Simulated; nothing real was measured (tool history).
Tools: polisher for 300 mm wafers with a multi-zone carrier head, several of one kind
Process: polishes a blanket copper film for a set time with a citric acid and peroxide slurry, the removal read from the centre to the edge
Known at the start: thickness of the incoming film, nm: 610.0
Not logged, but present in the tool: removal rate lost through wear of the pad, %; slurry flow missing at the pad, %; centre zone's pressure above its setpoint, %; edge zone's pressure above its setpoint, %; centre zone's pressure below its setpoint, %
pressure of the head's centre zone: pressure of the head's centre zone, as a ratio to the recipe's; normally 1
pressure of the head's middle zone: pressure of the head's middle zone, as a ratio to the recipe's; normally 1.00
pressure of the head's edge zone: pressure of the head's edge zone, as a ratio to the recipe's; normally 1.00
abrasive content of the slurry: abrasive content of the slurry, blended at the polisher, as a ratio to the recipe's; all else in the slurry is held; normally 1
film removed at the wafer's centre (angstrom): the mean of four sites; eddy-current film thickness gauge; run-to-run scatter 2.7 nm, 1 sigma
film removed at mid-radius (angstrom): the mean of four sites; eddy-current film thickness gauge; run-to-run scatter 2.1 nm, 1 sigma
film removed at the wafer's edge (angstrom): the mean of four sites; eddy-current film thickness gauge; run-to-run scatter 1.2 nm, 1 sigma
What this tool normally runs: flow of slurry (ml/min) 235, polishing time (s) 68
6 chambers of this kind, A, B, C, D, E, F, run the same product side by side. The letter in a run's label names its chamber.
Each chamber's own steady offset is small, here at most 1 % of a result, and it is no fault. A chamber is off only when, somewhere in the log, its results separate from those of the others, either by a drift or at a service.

run,hour,flow of slurry (ml/min),pressure of the head's centre zone,pressure of the head's middle zone,pressure of the head's edge zone,abrasive content of the slurry,polishing time (s),wafers polished on this pad,hours since the slurry nozzle was cleaned,hours since the centre zone pressure was calibrated,hours since the edge zone pressure was calibrated,film removed at the wafer's centre (angstrom),film removed at mid-radius (angstrom),film removed at the wafer's edge (angstrom)
1E,5.4,235,1,1.00,1.00,1,68,62,321.9,368.5,424.1,1854.4,1863.8,1828.0
2A,9.0,235,1,1.00,1.00,1,68,392,212.9,906.2,833.3,1841.8,1817.2,1845.4
# hour 12.2: chamber C: edge zone pressure recalibrated
# hour 12.9: chamber F: edge zone pressure recalibrated
# hour 13.3: chamber B: worn pad replaced by a new one
3B,14.2,235,1,1.00,1.00,1,68,9,237.8,1320.0,597.8,1881.8,1807.8,1833.7
4D,17.0,235,1,1.00,1.00,1,68,368,263.9,322.3,732.0,1863.0,1825.5,1835.0
5C,19.8,235,1,1.00,1.00,1,68,535,326.6,299.3,7.7,1810.4,1820.6,1838.5
6F,22.7,235,1,1.00,1.00,1,68,576,113.6,207.7,9.8,1885.8,1847.9,1825.2
7B,25.2,235,1,1.00,1.00,1,88,126,248.8,1331.0,608.8,2387.7,2364.0,2361.9
# hour 27.5: chamber A: worn pad replaced by a new one
8A,29.8,235,1,1.00,1.00,1,88,24,233.7,927.0,854.1,2402.8,2348.6,2382.9
9E,34.3,235,1,1.00,1.00,1,88,368,350.8,397.4,453.0,2417.0,2364.7,2371.7
# hour 35.5: chamber B: slurry nozzle cleaned
10C,36.8,235,1,1.00,1.00,1,88,716,343.6,316.3,24.7,2345.6,2371.2,2362.9
11D,41.4,235,1,1.00,1.00,1,88,627,288.3,346.7,756.4,2396.1,2365.0,2376.5
12F,44.2,235,1,1.00,1.00,1,88,804,135.1,229.2,31.3,2404.6,2357.5,2341.7
13A,49.3,235,1,1.00,1.00,1,68,231,253.2,946.5,873.6,1832.0,1814.9,1867.5
# hour 52.2: chamber E: worn pad replaced by a new one
14C,52.2,235,1,1.00,1.00,1,68,879,359.0,331.7,40.1,1866.3,1880.0,1824.1
# hour 52.6: chamber C: worn pad replaced by a new one
# hour 55.7: chamber D: worn pad replaced by a new one
15F,56.2,235,1,1.00,1.00,1,68,931,147.1,241.2,43.3,1869.3,1855.5,1838.3
16D,59.0,235,1,1.00,1.00,1,68,35,305.9,364.3,774.0,1832.4,1867.1,1821.6
17E,61.4,235,1,1.00,1.00,1,68,98,377.9,424.5,480.1,1852.6,1849.1,1831.8
18B,65.8,235,1,1.00,1.00,1,68,557,30.3,1371.6,649.4,1850.9,1850.9,1827.6
19A,71.4,205,1,1.10,1.00,1,68,466,275.3,968.6,895.7,1836.8,2004.1,1815.6
# hour 71.7: chamber B: worn pad replaced by a new one
20F,75.5,205,1,1.10,1.00,1,68,1136,166.4,260.5,62.6,1824.6,2000.7,1781.6
21D,78.0,205,1,1.10,1.00,1,68,237,324.9,383.3,793.0,1796.3,1996.6,1783.0
# hour 79.5: chamber E: centre zone pressure recalibrated
# hour 82.4: chamber F: worn pad replaced by a new one
22C,83.0,205,1,1.10,1.00,1,68,323,389.8,362.5,70.9,1795.9,1950.0,1800.9
23E,87.9,205,1,1.10,1.00,1,68,379,404.4,8.4,506.6,1781.0,1937.1,1803.6
# hour 88.4: chamber A: worn pad replaced by a new one
24B,92.9,205,1,1.10,1.00,1,68,225,57.4,1398.7,676.5,1816.4,1985.3,1808.8
25A,96.4,235,1,1.00,1.00,1,68,85,300.3,993.6,920.7,1891.8,1836.9,1857.5
26C,99.8,235,1,1.00,1.00,1,68,501,406.6,379.3,87.7,1812.4,1822.1,1835.8
# hour 100.0: chamber C: slurry nozzle cleaned
# hour 101.4: chamber E: worn pad replaced by a new one
27E,104.7,235,1,1.00,1.00,1,68,36,421.2,25.2,523.4,1819.8,1825.9,1816.2
28D,109.6,235,1,1.00,1.00,1,68,572,356.5,414.9,824.6,1806.8,1809.9,1830.8
29B,112.6,235,1,1.00,0.93,1,50,434,77.1,1418.4,696.2,1364.4,1352.8,1308.9
30F,115.4,235,1,1.00,0.93,1,50,350,206.3,300.4,102.5,1365.4,1353.8,1301.8
# hour 118.6: chamber A: centre zone pressure recalibrated
31F,119.0,235,1,1.00,0.93,1,50,389,209.9,304.0,106.1,1350.6,1344.7,1273.1
# hour 122.5: chamber B: worn pad replaced by a new one
32E,124.3,235,1,1.00,0.93,1,50,244,440.8,44.8,543.0,1342.3,1386.5,1284.7
33D,128.4,235,1,1.00,0.93,1,50,772,375.3,433.7,843.4,1311.5,1344.9,1294.7
34A,132.4,235,1,1.00,0.93,1,50,467,336.3,13.9,956.7,1361.5,1356.8,1315.5
# hour 132.7: chamber D: centre zone pressure recalibrated
35C,135.1,235,1,1.00,1.00,1,68,876,35.1,414.6,123.0,1846.5,1822.5,1863.0
# hour 137.0: chamber D: worn pad replaced by a new one
36B,140.2,235,1,1.06,1.00,1,50,188,104.7,1446.0,723.8,1340.9,1418.8,1351.1
# hour 141.1: chamber A: worn pad replaced by a new one
37C,143.9,235,1,1.06,1.00,1,50,969,43.9,423.4,131.8,1373.7,1429.3,1352.0
38D,148.0,235,1,1.06,1.00,1,50,117,394.9,15.4,863.0,1331.8,1390.6,1333.3
# hour 152.6: chamber E: edge zone pressure recalibrated
39F,153.2,235,1,1.06,1.00,1,50,752,244.1,338.2,140.3,1372.2,1442.0,1349.6
# hour 154.2: chamber E: worn pad replaced by a new one
40E,156.5,235,1,1.06,1.00,1,50,25,473.0,77.0,3.9,1378.3,1433.4,1325.7
41A,159.4,235,1,1.06,1.00,1,50,194,363.3,40.9,983.7,1347.4,1471.1,1370.1

For the next run the whole fleet of 6 chambers uses the same settings. Give each chamber's results:
42A,163.4,235,1,1.00,1.00,1,68,,,,,?,?,?
42B,163.4,235,1,1.00,1.00,1,68,,,,,?,?,?
42C,163.4,235,1,1.00,1.00,1,68,,,,,?,?,?
42D,163.4,235,1,1.00,1.00,1,68,,,,,?,?,?
42E,163.4,235,1,1.00,1.00,1,68,,,,,?,?,?
42F,163.4,235,1,1.00,1.00,1,68,,,,,?,?,?

run,film removed at the wafer's centre (angstrom),film removed at mid-radius (angstrom),film removed at the wafer's edge (angstrom)
42A,1816.7,1830.5,1876.1
42B,1866.1,1831.0,1831.2
42C,1786.9,1842.2,1840.4
42D,1844.8,1850.3,1818.4
42E,1829.7,1841.1,1827.0
42F,1915.9,1837.0,1827.5
